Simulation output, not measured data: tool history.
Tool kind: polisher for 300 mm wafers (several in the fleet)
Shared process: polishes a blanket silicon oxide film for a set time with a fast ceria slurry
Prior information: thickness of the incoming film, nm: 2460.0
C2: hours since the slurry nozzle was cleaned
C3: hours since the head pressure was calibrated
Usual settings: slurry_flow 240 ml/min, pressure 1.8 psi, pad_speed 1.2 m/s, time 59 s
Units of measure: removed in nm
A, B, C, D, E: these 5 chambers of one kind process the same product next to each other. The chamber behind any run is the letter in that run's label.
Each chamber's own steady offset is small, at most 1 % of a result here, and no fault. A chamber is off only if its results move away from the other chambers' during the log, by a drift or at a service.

Run 1A, hour 4.0: usual settings; wafers polished on this pad 397; C2 274.4; C3 284.6. Result: removed 770.14 nm.
At hour 5.0: chamber B: worn pad replaced by a new one.
Run 2B, hour 9.1: usual settings; wafers polished on this pad 38; C2 92.7; C3 358.7. Result: removed 742.88 nm.
Run 3D, hour 13.7: usual settings; wafers polished on this pad 1036; C2 24.0; C3 576.1. Result: removed 757.91 nm.
Run 4E, hour 19.5: usual settings; wafers polished on this pad 286; C2 380.0; C3 145.2. Result: removed 767.71 nm.
At hour 23.7: chamber A: head pressure recalibrated.
Run 5C, hour 25.1: usual settings; wafers polished on this pad 311; C2 440.1; C3 356.5. Result: removed 759.21 nm.
Run 6D, hour 28.3: usual settings; wafers polished on this pad 1175; C2 38.6; C3 590.7. Result: removed 781.90 nm.
Run 7C, hour 31.2: usual settings but pad_speed 0.8 m/s; wafers polished on this pad 369; C2 446.2; C3 362.6. Result: removed 499.39 nm.
Run 8B, hour 36.1: usual settings but pad_speed 0.8 m/s; wafers polished on this pad 294; C2 119.7; C3 385.7. Result: removed 510.31 nm.
Run 9E, hour 42.7: usual settings but pad_speed 0.8 m/s; wafers polished on this pad 506; C2 403.2; C3 168.4. Result: removed 512.61 nm.
Run 10A, hour 45.7: usual settings but pad_speed 0.8 m/s; wafers polished on this pad 792; C2 316.1; C3 22.0. Result: removed 506.43 nm.
At hour 46.0: chamber A: worn pad replaced by a new one.
Run 11A, hour 50.6: usual settings but pad_speed 0.8 m/s; wafers polished on this pad 43; C2 321.0; C3 26.9. Result: removed 515.01 nm.
Run 12C, hour 53.6: usual settings; wafers polished on this pad 581; C2 468.6; C3 385.0. Result: removed 753.02 nm.
Run 13B, hour 57.1: usual settings; wafers polished on this pad 493; C2 140.7; C3 406.7. Result: removed 777.28 nm.
At hour 57.6: chamber D: worn pad replaced by a new one.
Run 14D, hour 61.0: usual settings; wafers polished on this pad 32; C2 71.3; C3 623.4. Result: removed 782.90 nm.
Run 15E, hour 66.2: usual settings; wafers polished on this pad 729; C2 426.7; C3 191.9. Result: removed 776.95 nm.
At hour 69.8: chamber C: slurry nozzle cleaned.
Run 16C, hour 69.9: usual settings; wafers polished on this pad 736; C2 0.1; C3 401.3. Result: removed 772.48 nm.
At hour 73.7: chamber C: worn pad replaced by a new one.
Run 17E, hour 76.1: usual settings; wafers polished on this pad 823; C2 436.6; C3 201.8. Result: removed 775.56 nm.
Run 18A, hour 81.4: usual settings but time 51 s; wafers polished on this pad 335; C2 351.8; C3 57.7. Result: removed 668.82 nm.
At hour 84.2: chamber C: head pressure recalibrated.
At hour 86.8: chamber D: head pressure recalibrated.
Run 19B, hour 88.1: usual settings but time 51 s; wafers polished on this pad 787; C2 171.7; C3 437.7. Result: removed 663.79 nm.
At hour 88.8: chamber B: worn pad replaced by a new one.
Run 20D, hour 94.4: usual settings but time 51 s; wafers polished on this pad 349; C2 104.7; C3 7.7. Result: removed 608.45 nm.
Run 21C, hour 98.5: usual settings but time 51 s; wafers polished on this pad 235; C2 28.7; C3 14.3. Result: removed 658.35 nm.
Run 22A, hour 103.5: usual settings but time 51 s; wafers polished on this pad 545; C2 373.9; C3 79.8. Result: removed 680.85 nm.
Run 23B, hour 107.8: usual settings; wafers polished on this pad 180; C2 191.4; C3 457.4. Result: removed 762.95 nm.
Run 24D, hour 113.6: usual settings; wafers polished on this pad 531; C2 123.9; C3 26.9. Result: removed 697.33 nm.
At hour 115.8: chamber A: worn pad replaced by a new one.
Run 25E, hour 116.8: usual settings; wafers polished on this pad 1208; C2 477.3; C3 242.5. Result: removed 771.92 nm.
Run 26E, hour 122.0: usual settings; wafers polished on this pad 1258; C2 482.5; C3 247.7. Result: removed 764.80 nm.
Run 27D, hour 127.5: usual settings but pressure 2.2 psi; wafers polished on this pad 662; C2 137.8; C3 40.8. Result: removed 859.69 nm.
Run 28C, hour 130.7: usual settings but pressure 2.2 psi; wafers polished on this pad 540; C2 60.9; C3 46.5. Result: removed 935.80 nm.
Run 29B, hour 135.6: usual settings but pressure 2.2 psi; wafers polished on this pad 443; C2 219.2; C3 485.2. Result: removed 934.73 nm.
At hour 138.7: chamber E: worn pad replaced by a new one.
Run 30A, hour 139.2: usual settings but pressure 2.2 psi; wafers polished on this pad 222; C2 409.6; C3 115.5. Result: removed 943.20 nm.
Run 31B, hour 142.5: usual settings but pressure 2.2 psi; wafers polished on this pad 508; C2 226.1; C3 492.1. Result: removed 921.87 nm.
Run 32D, hour 147.6: usual settings but time 41 s; wafers polished on this pad 853; C2 157.9; C3 60.9. Result: removed 487.73 nm.
At hour 147.8: chamber C: worn pad replaced by a new one.
Run 33C, hour 151.8: usual settings but time 41 s; wafers polished on this pad 38; C2 82.0; C3 67.6. Result: removed 522.61 nm.
Run 34E, hour 157.0: usual settings but time 41 s; wafers polished on this pad 173; C2 517.5; C3 282.7. Result: removed 532.63 nm.
Run 35A, hour 162.9: usual settings but time 41 s; wafers polished on this pad 446; C2 433.3; C3 139.2. Result: removed 528.85 nm.
Run 36B, hour 169.4: usual settings but time 41 s; wafers polished on this pad 763; C2 253.0; C3 519.0. Result: removed 528.11 nm.
Run 37D, hour 172.7: usual settings; wafers polished on this pad 1091; C2 183.0; C3 86.0. Result: removed 702.68 nm.
At hour 175.9: chamber B: worn pad replaced by a new one.
Run 38E, hour 176.2: usual settings; wafers polished on this pad 355; C2 536.7; C3 301.9. Result: removed 779.72 nm.
Run 39C, hour 181.1: usual settings; wafers polished on this pad 316; C2 111.3; C3 96.9. Result: removed 757.29 nm.
Run 40A, hour 187.0: usual settings but slurry_flow 270 ml/min, time 49 s; wafers polished on this pad 675; C2 457.4; C3 163.3. Result: removed 643.80 nm.
Run 41C, hour 190.1: usual settings but slurry_flow 270 ml/min, time 49 s; wafers polished on this pad 401; C2 120.3; C3 105.9. Result: removed 644.83 nm.
Run 42B, hour 193.3: usual settings but slurry_flow 270 ml/min, time 49 s; wafers polished on this pad 165; C2 276.9; C3 542.9. Result: removed 639.83 nm.

Does one chamber stand apart from the rest, does the shared gauge drift, or is all well apart from small per-chamber offsets? Give the chamber and the most likely cause, where there is one.

A service left chamber D off against the others.
What lies behind it: head's pressure below its setpoint, % = 8.81.

Below are 4 candidate recipes for chamber D's next run, each the usual settings with a change, their results shown as question marks. Which of them brings D's results back in line with what the other chambers give on the usual settings?
Maximum distance from the other chambers' mean on the usual settings for a result to count as in line: removed 32.00 nm
Run 43D-1, hour 198.1: usual settings but pressure 1.7 psi, time 57 s. Result: removed ?.
Run 43D-2, hour 198.1: usual settings but pressure 1.9 psi, pad_speed 1.26 m/s. Result: removed ?.
Run 43D-3, hour 198.1: usual settings but pressure 1.9 psi, pad_speed 1.28 m/s, time 63 s. Result: removed ?.
Run 43D-4, hour 198.1: usual settings but pressure 1.7 psi, pad_speed 1.12 m/s, time 55 s. Result: removed ?.

Usual-settings mean across the other chambers: removed 766.35 nm
  run  removed
43D-1   639.29
43D-2   777.34
43D-3   843.04
43D-4   576.30
The answer is 43D-2, which returns the chamber to within the allowed miss of the others.

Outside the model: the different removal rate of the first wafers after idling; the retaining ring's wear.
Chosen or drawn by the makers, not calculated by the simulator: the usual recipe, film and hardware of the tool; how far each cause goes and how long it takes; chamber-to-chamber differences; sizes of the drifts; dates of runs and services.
